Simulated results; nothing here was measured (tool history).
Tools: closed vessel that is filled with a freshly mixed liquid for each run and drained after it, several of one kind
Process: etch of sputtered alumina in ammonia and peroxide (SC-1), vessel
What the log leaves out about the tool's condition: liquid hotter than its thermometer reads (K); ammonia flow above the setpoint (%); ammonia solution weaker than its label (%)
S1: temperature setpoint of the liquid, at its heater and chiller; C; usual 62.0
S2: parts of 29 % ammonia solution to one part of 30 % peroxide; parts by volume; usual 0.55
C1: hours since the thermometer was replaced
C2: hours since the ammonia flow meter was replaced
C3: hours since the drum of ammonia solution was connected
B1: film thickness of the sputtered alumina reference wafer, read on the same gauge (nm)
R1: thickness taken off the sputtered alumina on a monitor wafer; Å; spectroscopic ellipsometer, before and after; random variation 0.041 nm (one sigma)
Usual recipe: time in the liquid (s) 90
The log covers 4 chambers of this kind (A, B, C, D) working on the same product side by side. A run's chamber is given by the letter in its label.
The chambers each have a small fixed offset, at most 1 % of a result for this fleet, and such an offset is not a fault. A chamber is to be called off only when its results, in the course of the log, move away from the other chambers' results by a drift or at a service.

{"run": "1D", "hour": 11.1, "S1": 62.0, "S2": 0.55, "time in the liquid (s)": 90, "C1": 653.7, "C2": 767.6, "C3": 246.5, "B1": 49.99, "R1": 60.872}
{"run": "2C", "hour": 17.2, "S1": 62.0, "S2": 0.55, "time in the liquid (s)": 90, "C1": 565.9, "C2": 60.1, "C3": 875.0, "B1": 49.976, "R1": 60.4}
{"run": "3B", "hour": 25.5, "S1": 62.0, "S2": 0.55, "time in the liquid (s)": 90, "C1": 511.7, "C2": 1485.7, "C3": 529.5, "B1": 50.003, "R1": 61.545}
{"hour": 26.9, "done": "chamber D: ammonia flow meter replaced"}
{"run": "4A", "hour": 34.4, "S1": 62.0, "S2": 0.55, "time in the liquid (s)": 90, "C1": 36.7, "C2": 251.4, "C3": 563.2, "B1": 49.992, "R1": 60.934}
{"run": "5A", "hour": 43.5, "S1": 62.0, "S2": 0.55, "time in the liquid (s)": 90, "C1": 45.8, "C2": 260.5, "C3": 572.3, "B1": 50.042, "R1": 61.203}
{"run": "6C", "hour": 52.6, "S1": 62.0, "S2": 0.55, "time in the liquid (s)": 90, "C1": 601.3, "C2": 95.5, "C3": 910.4, "B1": 50.018, "R1": 61.152}
{"run": "7D", "hour": 62.9, "S1": 62.0, "S2": 0.55, "time in the liquid (s)": 90, "C1": 705.5, "C2": 36.0, "C3": 298.3, "B1": 50.047, "R1": 60.934}
{"run": "8B", "hour": 76.6, "S1": 62.0, "S2": 0.55, "time in the liquid (s)": 90, "C1": 562.8, "C2": 1536.8, "C3": 580.6, "B1": 50.005, "R1": 61.098}
{"run": "9D", "hour": 84.7, "S1": 53.5, "S2": 0.65, "time in the liquid (s)": 90, "C1": 727.3, "C2": 57.8, "C3": 320.1, "B1": 50.023, "R1": 39.419}
{"run": "10C", "hour": 94.9, "S1": 53.5, "S2": 0.65, "time in the liquid (s)": 90, "C1": 643.6, "C2": 137.8, "C3": 952.7, "B1": 49.981, "R1": 40.432}
{"hour": 102.8, "done": "chamber C: new drum of ammonia solution connected"}
{"run": "11A", "hour": 104.8, "S1": 53.5, "S2": 0.65, "time in the liquid (s)": 90, "C1": 107.1, "C2": 321.8, "C3": 633.6, "B1": 49.997, "R1": 40.063}
{"hour": 112.1, "done": "chamber B: new drum of ammonia solution connected"}
{"run": "12B", "hour": 117.2, "S1": 53.5, "S2": 0.65, "time in the liquid (s)": 90, "C1": 603.4, "C2": 1577.4, "C3": 5.1, "B1": 50.023, "R1": 40.037}
{"run": "13A", "hour": 128.8, "S1": 62.0, "S2": 0.85, "time in the liquid (s)": 125, "C1": 131.1, "C2": 345.8, "C3": 657.6, "B1": 50.047, "R1": 88.682}
{"run": "14D", "hour": 135.9, "S1": 62.0, "S2": 0.85, "time in the liquid (s)": 125, "C1": 778.5, "C2": 109.0, "C3": 371.3, "B1": 50.009, "R1": 89.057}
{"run": "15B", "hour": 147.0, "S1": 62.0, "S2": 0.85, "time in the liquid (s)": 125, "C1": 633.2, "C2": 1607.2, "C3": 34.9, "B1": 49.979, "R1": 88.608}
{"run": "16C", "hour": 156.5, "S1": 62.0, "S2": 0.85, "time in the liquid (s)": 125, "C1": 705.2, "C2": 199.4, "C3": 53.8, "B1": 50.008, "R1": 89.82}
{"run": "17B", "hour": 166.5, "S1": 53.5, "S2": 0.55, "time in the liquid (s)": 55, "C1": 652.7, "C2": 1626.7, "C3": 54.4, "B1": 49.974, "R1": 23.95}
{"run": "18D", "hour": 179.7, "S1": 53.5, "S2": 0.55, "time in the liquid (s)": 55, "C1": 822.3, "C2": 152.8, "C3": 415.1, "B1": 50.02, "R1": 23.779}
{"run": "19C", "hour": 186.4, "S1": 53.5, "S2": 0.55, "time in the liquid (s)": 55, "C1": 735.1, "C2": 229.3, "C3": 83.7, "B1": 49.975, "R1": 24.221}
{"run": "20A", "hour": 196.5, "S1": 53.5, "S2": 0.55, "time in the liquid (s)": 55, "C1": 198.8, "C2": 413.5, "C3": 725.3, "B1": 49.992, "R1": 24.452}
{"run": "21D", "hour": 203.4, "S1": 62.0, "S2": 0.4, "time in the liquid (s)": 90, "C1": 846.0, "C2": 176.5, "C3": 438.8, "B1": 50.019, "R1": 59.765}
{"run": "22B", "hour": 211.6, "S1": 62.0, "S2": 0.4, "time in the liquid (s)": 90, "C1": 697.8, "C2": 1671.8, "C3": 99.5, "B1": 50.001, "R1": 59.618}
{"run": "23A", "hour": 223.1, "S1": 62.0, "S2": 0.4, "time in the liquid (s)": 90, "C1": 225.4, "C2": 440.1, "C3": 751.9, "B1": 50.011, "R1": 58.854}
{"run": "24C", "hour": 234.1, "S1": 62.0, "S2": 0.4, "time in the liquid (s)": 90, "C1": 782.8, "C2": 277.0, "C3": 131.4, "B1": 50.015, "R1": 60.991}
{"run": "25C", "hour": 244.5, "S1": 62.0, "S2": 0.55, "time in the liquid (s)": 90, "C1": 793.2, "C2": 287.4, "C3": 141.8, "B1": 50.018, "R1": 62.838}
{"run": "26A", "hour": 252.1, "S1": 62.0, "S2": 0.55, "time in the liquid (s)": 90, "C1": 254.4, "C2": 469.1, "C3": 780.9, "B1": 49.952, "R1": 61.354}
{"run": "27B", "hour": 261.5, "S1": 62.0, "S2": 0.55, "time in the liquid (s)": 90, "C1": 747.7, "C2": 1721.7, "C3": 149.4, "B1": 50.017, "R1": 60.802}
{"run": "28D", "hour": 268.5, "S1": 62.0, "S2": 0.55, "time in the liquid (s)": 90, "C1": 911.1, "C2": 241.6, "C3": 503.9, "B1": 49.981, "R1": 60.251}
{"run": "29B", "hour": 282.1, "S1": 62.0, "S2": 0.55, "time in the liquid (s)": 60, "C1": 768.3, "C2": 1742.3, "C3": 170.0, "B1": 49.987, "R1": 40.341}
{"run": "30C", "hour": 295.3, "S1": 62.0, "S2": 0.55, "time in the liquid (s)": 60, "C1": 844.0, "C2": 338.2, "C3": 192.6, "B1": 49.996, "R1": 41.65}
{"run": "31A", "hour": 305.8, "S1": 62.0, "S2": 0.55, "time in the liquid (s)": 60, "C1": 308.1, "C2": 522.8, "C3": 834.6, "B1": 50.015, "R1": 40.602}
{"run": "32D", "hour": 312.0, "S1": 62.0, "S2": 0.55, "time in the liquid (s)": 60, "C1": 954.6, "C2": 285.1, "C3": 547.4, "B1": 49.996, "R1": 41.15}
{"run": "33B", "hour": 325.0, "S1": 54.0, "S2": 0.55, "time in the liquid (s)": 140, "C1": 811.2, "C2": 1785.2, "C3": 212.9, "B1": 50.023, "R1": 63.52}
{"run": "34A", "hour": 331.8, "S1": 54.0, "S2": 0.55, "time in the liquid (s)": 140, "C1": 334.1, "C2": 548.8, "C3": 860.6, "B1": 50.009, "R1": 63.437}
{"run": "35D", "hour": 344.5, "S1": 54.0, "S2": 0.55, "time in the liquid (s)": 140, "C1": 987.1, "C2": 317.6, "C3": 579.9, "B1": 50.031, "R1": 61.938}

Read the log: is a single chamber off, either drifting away or since a service, is the gauge that measures every chamber drifting, or is nothing wrong beyond small per-chamber offsets? Name any odd chamber and what most likely caused it.

Chamber C drifts away from the others.
What lies behind it: liquid hotter than its thermometer reads (K) = 0.909.

Which of the 4 candidates below, each the usual settings with something changed and its results left as question marks, puts chamber C back in line with what the other chambers give on the usual settings?
In line means no further than this from the other chambers' mean on the usual settings: R1 1.400 Å
{"run": "36C-1", "hour": 354.5, "S1": 61.0, "S2": 0.55, "time in the liquid (s)": 90, "R1": "?"}
{"run": "36C-2", "hour": 354.5, "S1": 61.5, "S2": 0.55, "time in the liquid (s)": 85, "R1": "?"}
{"run": "36C-3", "hour": 354.5, "S1": 62.5, "S2": 0.55, "time in the liquid (s)": 95, "R1": "?"}
{"run": "36C-4", "hour": 354.5, "S1": 63.0, "S2": 0.55, "time in the liquid (s)": 90, "R1": "?"}

On the usual settings, the other chambers give on average: R1 61.034 Å
run=36C-1 R1=60.578
run=36C-2 R1=58.678
run=36C-3 R1=68.968
run=36C-4 R1=66.995
36C-1 is the one that brings the chamber's results back in line with the other chambers.
